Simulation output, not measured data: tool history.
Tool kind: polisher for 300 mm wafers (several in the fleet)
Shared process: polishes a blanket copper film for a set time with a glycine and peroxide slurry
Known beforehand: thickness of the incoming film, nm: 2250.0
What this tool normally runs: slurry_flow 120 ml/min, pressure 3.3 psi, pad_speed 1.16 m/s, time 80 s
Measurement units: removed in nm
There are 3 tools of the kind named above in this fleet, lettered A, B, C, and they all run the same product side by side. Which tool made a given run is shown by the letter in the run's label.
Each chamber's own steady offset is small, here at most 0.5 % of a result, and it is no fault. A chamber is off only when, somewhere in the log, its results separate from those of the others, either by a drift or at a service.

| run | hour | slurry_flow | pressure | pad_speed | time | wafers polished on this pad | hours since the slurry nozzle was cleaned | hours since the head pressure was calibrated | removed |
|---|---|---|---|---|---|---|---|---|---|
| 1C | 10.8 | 120 | 3.3 | 1.16 | 80 | 654 | 98.6 | 290.5 | 542.76 |
| 2B | 22.5 | 120 | 3.3 | 1.16 | 80 | 942 | 114.4 | 645.0 | 549.82 |
| 3A | 31.3 | 120 | 3.3 | 1.16 | 80 | 630 | 74.9 | 178.8 | 551.76 |
|  | 36.2 | chamber C: worn pad replaced by a new one |
|  | 39.9 | chamber B: worn pad replaced by a new one |
|  | 40.9 | chamber A: worn pad replaced by a new one |
| 4A | 41.0 | 120 | 3.3 | 1.16 | 80 | 2 | 84.6 | 188.5 | 543.46 |
| 5B | 55.4 | 120 | 3.3 | 1.16 | 80 | 186 | 147.3 | 677.9 | 548.22 |
| 6C | 66.1 | 120 | 3.3 | 1.16 | 80 | 360 | 153.9 | 345.8 | 541.86 |
| 7C | 72.9 | 120 | 3.3 | 1.16 | 80 | 441 | 160.7 | 352.6 | 538.45 |
| 8A | 84.7 | 120 | 3.3 | 1.16 | 80 | 527 | 128.3 | 232.2 | 540.54 |
| 9B | 97.9 | 120 | 3.3 | 1.16 | 80 | 697 | 189.8 | 720.4 | 547.46 |
| 10B | 108.9 | 120 | 3.3 | 1.16 | 80 | 829 | 200.8 | 731.4 | 554.50 |
|  | 112.4 | chamber A: worn pad replaced by a new one |
| 11C | 122.2 | 120 | 3.3 | 1.16 | 80 | 1034 | 210.0 | 401.9 | 536.73 |
|  | 122.4 | chamber C: worn pad replaced by a new one |
| 12A | 131.7 | 120 | 3.3 | 1.16 | 80 | 232 | 175.3 | 279.2 | 541.73 |
|  | 138.0 | chamber B: worn pad replaced by a new one |
| 13B | 145.4 | 120 | 3.3 | 1.16 | 80 | 90 | 237.3 | 767.9 | 544.76 |
| 14C | 154.6 | 120 | 3.3 | 1.16 | 80 | 387 | 242.4 | 434.3 | 549.68 |
| 15A | 162.9 | 120 | 3.3 | 1.16 | 80 | 607 | 206.5 | 310.4 | 546.86 |
|  | 172.4 | chamber C: head pressure recalibrated |
| 16C | 172.9 | 120 | 3.3 | 1.16 | 80 | 606 | 260.7 | 0.6 | 572.95 |
|  | 177.5 | chamber A: worn pad replaced by a new one |
| 17B | 184.7 | 120 | 3.3 | 1.16 | 80 | 562 | 276.6 | 807.2 | 542.27 |
| 18A | 193.1 | 120 | 3.3 | 1.16 | 80 | 187 | 236.7 | 340.6 | 544.46 |
| 19B | 201.5 | 120 | 3.3 | 1.16 | 80 | 763 | 293.4 | 824.0 | 540.46 |
|  | 202.9 | chamber C: worn pad replaced by a new one |
| 20C | 209.6 | 120 | 3.3 | 1.16 | 80 | 80 | 297.4 | 37.3 | 571.70 |
| 21A | 221.1 | 120 | 3.3 | 1.16 | 80 | 524 | 264.7 | 368.6 | 540.21 |
| 22A | 228.2 | 145 | 3.3 | 1.42 | 80 | 609 | 271.8 | 375.7 | 681.52 |
| 23B | 235.3 | 145 | 3.3 | 1.42 | 80 | 1170 | 327.2 | 857.8 | 677.04 |
|  | 239.6 | chamber B: slurry nozzle cleaned |
| 24C | 248.5 | 145 | 3.3 | 1.42 | 80 | 547 | 336.3 | 76.2 | 706.13 |
|  | 253.0 | chamber B: worn pad replaced by a new one |
|  | 254.0 | chamber A: worn pad replaced by a new one |
|  | 254.9 | chamber B: head pressure recalibrated |
| 25C | 262.8 | 120 | 3.3 | 1.16 | 80 | 719 | 350.6 | 90.5 | 569.68 |
| 26A | 270.9 | 120 | 3.3 | 1.16 | 80 | 203 | 314.5 | 418.4 | 548.09 |
| 27B | 280.1 | 120 | 3.3 | 1.16 | 80 | 325 | 40.5 | 25.2 | 552.90 |
| 28A | 289.6 | 120 | 3.3 | 1.16 | 80 | 427 | 333.2 | 437.1 | 552.45 |
| 29C | 297.4 | 120 | 3.3 | 1.16 | 80 | 1135 | 385.2 | 125.1 | 559.20 |
|  | 299.6 | chamber C: worn pad replaced by a new one |
| 30B | 310.1 | 120 | 3.3 | 1.16 | 80 | 686 | 70.5 | 55.2 | 541.74 |
| 31A | 319.8 | 120 | 3.3 | 1.16 | 80 | 790 | 363.4 | 467.3 | 544.86 |
| 32B | 330.9 | 120 | 3.3 | 1.16 | 80 | 935 | 91.3 | 76.0 | 545.88 |
| 33C | 344.7 | 120 | 3.3 | 1.16 | 80 | 542 | 432.5 | 172.4 | 570.33 |

For the next run the whole fleet of 3 chambers uses the same settings. Give each chamber's results:
| 34A | 355.1 | 90 | 3.3 | 1.16 | 80 |  |  |  | ? |
| 34B | 355.1 | 90 | 3.3 | 1.16 | 80 |  |  |  | ? |
| 34C | 355.1 | 90 | 3.3 | 1.16 | 80 |  |  |  | ? |

| run | removed |
|---|---|
| 34A | 510.66 |
| 34B | 509.48 |
| 34C | 527.71 |
